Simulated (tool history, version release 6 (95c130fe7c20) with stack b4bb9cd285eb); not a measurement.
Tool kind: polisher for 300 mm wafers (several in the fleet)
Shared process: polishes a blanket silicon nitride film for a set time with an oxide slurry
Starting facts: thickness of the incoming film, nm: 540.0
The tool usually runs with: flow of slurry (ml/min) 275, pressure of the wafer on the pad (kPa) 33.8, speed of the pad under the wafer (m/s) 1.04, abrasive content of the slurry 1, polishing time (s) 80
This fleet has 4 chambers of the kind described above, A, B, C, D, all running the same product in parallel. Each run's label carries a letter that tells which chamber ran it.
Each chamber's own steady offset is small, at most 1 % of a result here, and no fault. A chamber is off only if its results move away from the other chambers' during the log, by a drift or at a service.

run,hour,flow of slurry (ml/min),pressure of the wafer on the pad (kPa),speed of the pad under the wafer (m/s),abrasive content of the slurry,polishing time (s),wafers polished on this pad,hours since the slurry nozzle was cleaned,hours since the head pressure was calibrated,hours since the slurry blender was calibrated,hours since the conditioning disc was replaced,film removed (Å)
1C,6.2,275,33.8,1.04,1,80,970,328.4,76.2,154,161.1,598.09
2B,16.7,275,33.8,1.04,1,80,783,594.5,214.1,193.1,381,586.84
# hour 18: chamber C: conditioning disc replaced and pad reconditioned
# hour 20.4: chamber D: slurry blender recalibrated
3A,27.8,275,33.8,1.04,1,80,589,164.3,312,126.8,174,577.13
# hour 33.1: chamber C: worn pad replaced by a new one
# hour 38.5: chamber D: conditioning disc replaced and pad reconditioned
4D,39,275,33.8,1.04,1,80,682,110.2,295.5,18.6,0.5,589.59
5C,45.1,275,33.8,1.04,1,80,114,367.3,115.1,192.9,27.1,587.75
# hour 50.8: chamber B: worn pad replaced by a new one
6B,54.9,275,33.8,1.04,1,80,39,632.7,252.3,231.3,419.2,588.55
# hour 56.6: chamber A: worn pad replaced by a new one
7D,65.8,275,33.8,1.04,1,80,935,137,322.3,45.4,27.3,587.13
8A,76.5,275,33.8,1.04,1,80,188,213,360.7,175.5,222.7,578.62
9A,85.8,275,33.8,1.04,1,80,276,222.3,370,184.8,232,588.44
10C,95.9,275,33.8,1.04,1,80,595,418.1,165.9,243.7,77.9,583.95
# hour 99.8: chamber D: worn pad replaced by a new one
# hour 100.6: chamber B: head pressure recalibrated
# hour 103.1: chamber A: conditioning disc replaced and pad reconditioned
11D,107.8,275,33.8,1.04,1,80,75,179,364.3,87.4,69.3,589.63
# hour 109.2: chamber C: slurry nozzle cleaned
12B,114.9,275,33.8,1.04,1,80,607,692.7,14.4,291.3,479.2,593.69
13C,125,275,33.8,1.04,1,80,871,15.9,195,272.8,107,587.22
# hour 133.3: chamber B: slurry nozzle cleaned
14B,136.9,275,33.8,1.04,1,80,815,3.7,36.4,313.3,501.2,594.19
# hour 145.9: chamber A: worn pad replaced by a new one
15D,147.6,275,33.8,1.04,1,80,452,218.8,404.1,127.2,109.1,594.03
# hour 155.9: chamber B: slurry blender recalibrated
16A,158.2,275,33.8,1.04,1,80,116,294.7,442.4,257.2,55.1,591.22
# hour 158.6: chamber C: worn pad replaced by a new one
17C,165.4,275,33.8,1.04,1,80,64,56.3,235.4,313.2,147.4,594.11
# hour 170.9: chamber B: worn pad replaced by a new one
18B,175.3,275,33.8,1.04,1,80,42,42.1,74.8,19.4,539.6,587.57
# hour 180.6: chamber A: slurry nozzle cleaned
19D,183,275,33.8,1.04,1,80,788,254.2,439.5,162.6,144.5,601.2
20A,189.5,275,33.8,1.04,1,80,413,8.9,473.7,288.5,86.4,583.08
21C,196.8,275,33.8,1.04,1,80,362,87.7,266.8,344.6,178.8,585.5
22A,205,275,33.8,1.04,1,80,560,24.4,489.2,304,101.9,589.36
23D,214.7,275,33.8,1.04,1,80,1088,285.9,471.2,194.3,176.2,589.22
# hour 220.3: chamber D: slurry nozzle cleaned
24B,221.6,275,23.4,1.04,1,80,480,88.4,121.1,65.7,585.9,418.03
# hour 226.8: chamber C: conditioning disc replaced and pad reconditioned
25C,232,275,23.4,1.04,1,80,695,122.9,302,379.8,5.3,410.92
# hour 233.8: chamber A: worn pad replaced by a new one
# hour 236.2: chamber B: conditioning disc replaced and pad reconditioned
26B,239.7,275,23.4,1.04,1,80,652,106.5,139.2,83.8,3.6,404.46
# hour 241.1: chamber D: worn pad replaced by a new one
27D,247.1,275,23.4,1.04,1,80,57,26.8,503.6,226.7,208.6,412.61
28A,255.7,275,33.8,1.04,1,80,207,75.1,539.9,354.7,152.6,580.27
29A,261.3,275,33.8,1.04,1,80,260,80.7,545.5,360.3,158.2,586.22
30B,271.6,350,33.8,1.04,1,103,954,138.4,171.1,115.7,35.5,779.47
31C,279.4,350,33.8,1.04,1,103,1144,170.3,349.4,427.2,52.7,786.13
32D,285.7,350,33.8,1.04,1,103,422,65.4,542.2,265.3,247.2,761.91
# hour 295.5: chamber B: worn pad replaced by a new one
# hour 296.1: chamber A: slurry blender recalibrated
33A,296.6,350,33.8,1.04,1,103,594,116,580.8,0.6,193.5,780.28
34D,307.9,275,33.8,0.8,1,61,633,87.6,564.4,287.5,269.4,363.55
# hour 313.5: chamber C: worn pad replaced by a new one
35B,313.5,275,33.8,0.8,1,61,171,180.3,213,157.6,77.4,359.13
# hour 319.6: chamber C: slurry blender recalibrated
36C,323.9,275,33.8,0.8,1,61,98,214.8,393.9,4.3,97.2,365.22
# hour 325.1: chamber A: worn pad replaced by a new one
37B,330.2,275,33.8,0.8,1,61,329,197,229.7,174.3,94.1,363.71
38A,337.2,275,33.8,1.04,1,80,114,156.6,621.4,41.2,234.1,590.46
# hour 341.8: chamber A: conditioning disc replaced and pad reconditioned
39D,347.1,275,33.8,1.04,1,80,1004,126.8,603.6,326.7,308.6,594.57
40C,357.9,275,33.8,1.04,1,80,420,248.8,427.9,38.3,131.2,594.9
41C,366.9,275,33.8,1.04,1,80,506,257.8,436.9,47.3,140.2,579.94
42A,379,275,33.8,1.04,1,80,510,198.4,663.2,83,37.3,586.71

Each of the 4 chambers runs these same settings next. Fill in every chamber's results:
43A,388.1,275,33.8,1.04,1,80,,,,,,?
43B,388.1,275,33.8,1.04,1,80,,,,,,?
43C,388.1,275,33.8,1.04,1,80,,,,,,?
43D,388.1,275,33.8,1.04,1,80,,,,,,?

run,film removed (Å)
43A,573.76
43B,592.75
43C,592.43
43D,587.01

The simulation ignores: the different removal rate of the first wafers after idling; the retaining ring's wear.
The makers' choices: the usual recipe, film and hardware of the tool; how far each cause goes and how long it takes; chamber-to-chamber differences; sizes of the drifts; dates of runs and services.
